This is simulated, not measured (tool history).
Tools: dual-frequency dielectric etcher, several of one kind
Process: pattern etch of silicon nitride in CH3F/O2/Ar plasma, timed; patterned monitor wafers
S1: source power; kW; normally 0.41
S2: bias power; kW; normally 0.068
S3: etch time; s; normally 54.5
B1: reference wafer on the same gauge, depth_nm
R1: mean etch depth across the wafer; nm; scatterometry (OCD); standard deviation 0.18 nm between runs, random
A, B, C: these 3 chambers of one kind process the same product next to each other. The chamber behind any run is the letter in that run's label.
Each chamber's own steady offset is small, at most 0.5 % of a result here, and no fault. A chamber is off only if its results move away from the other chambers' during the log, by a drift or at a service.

run	hour	S1	S2	S3	B1	R1
1C	13	0.41	0.068	54.5	37.411	37.608
2B	23.7	0.41	0.068	54.5	37.395	37.551
3A	34.4	0.41	0.068	54.5	37.466	37.577
4C	42.4	0.41	0.068	54.5	37.365	37.661
5A	49.8	0.41	0.068	64.5	37.416	44.999
6B	58	0.41	0.068	64.5	37.399	44.464
7B	70.9	0.41	0.068	64.5	37.388	44.985
8A	77.3	0.41	0.068	54.5	37.428	37.539
9C	89	0.41	0.068	54.5	37.397	37.843
# hour 93.2: chamber A: wet clean of the chamber
10A	101.1	0.41	0.068	54.5	37.364	37.773
11C	112.1	0.41	0.068	54.5	37.379	37.472
12B	123.3	0.41	0.068	54.5	37.43	38.437
13B	134.3	0.41	0.068	54.5	37.382	38.707
14A	142.9	0.41	0.057	54.5	37.379	35.326
15C	150.3	0.41	0.057	54.5	37.359	35.712
16B	158	0.41	0.057	54.5	37.441	36.591
17C	165.3	0.41	0.068	54.5	37.418	37.847
18A	177.9	0.41	0.068	54.5	37.412	38.096
19B	186.9	0.41	0.068	54.5	37.417	38.966
20C	194.1	0.33	0.068	41.5	37.395	26.503
21A	201.8	0.33	0.068	41.5	37.407	26.467
22B	215	0.33	0.068	41.5	37.376	27.218
23A	224.9	0.41	0.068	54.5	37.402	38.187
24C	234.4	0.41	0.068	54.5	37.443	37.402
25B	241.9	0.41	0.068	54.5	37.473	39.425

Is one chamber out of step, is the gauge drifting, or do the chambers differ by no more than their own small offsets? For an off chamber, give its letter and the likeliest cause.

Chamber B drifts away from the others.
Cause: etch rate over this chamber's usual, % = 4.96.

Below are 4 candidate recipes for chamber B's next run, each the usual settings with a change, their results shown as question marks. Which of them brings B's results back in line with what the other chambers give on the usual settings?
A result is in line if it is within this distance of the other chambers' mean on the usual settings: R1 0.63 nm
26B-1	251.6	0.44	0.072	54.5		?
26B-2	251.6	0.41	0.067	52.5		?
26B-3	251.6	0.4	0.067	54.5		?
26B-4	251.6	0.41	0.068	55		?

What the other chambers average on the usual settings: R1 37.8 nm
run	R1
26B-1	41.367
26B-2	37.834
26B-3	38.901
26B-4	39.836
The right change is 26B-2: it brings the chamber back within the allowed miss of the others.
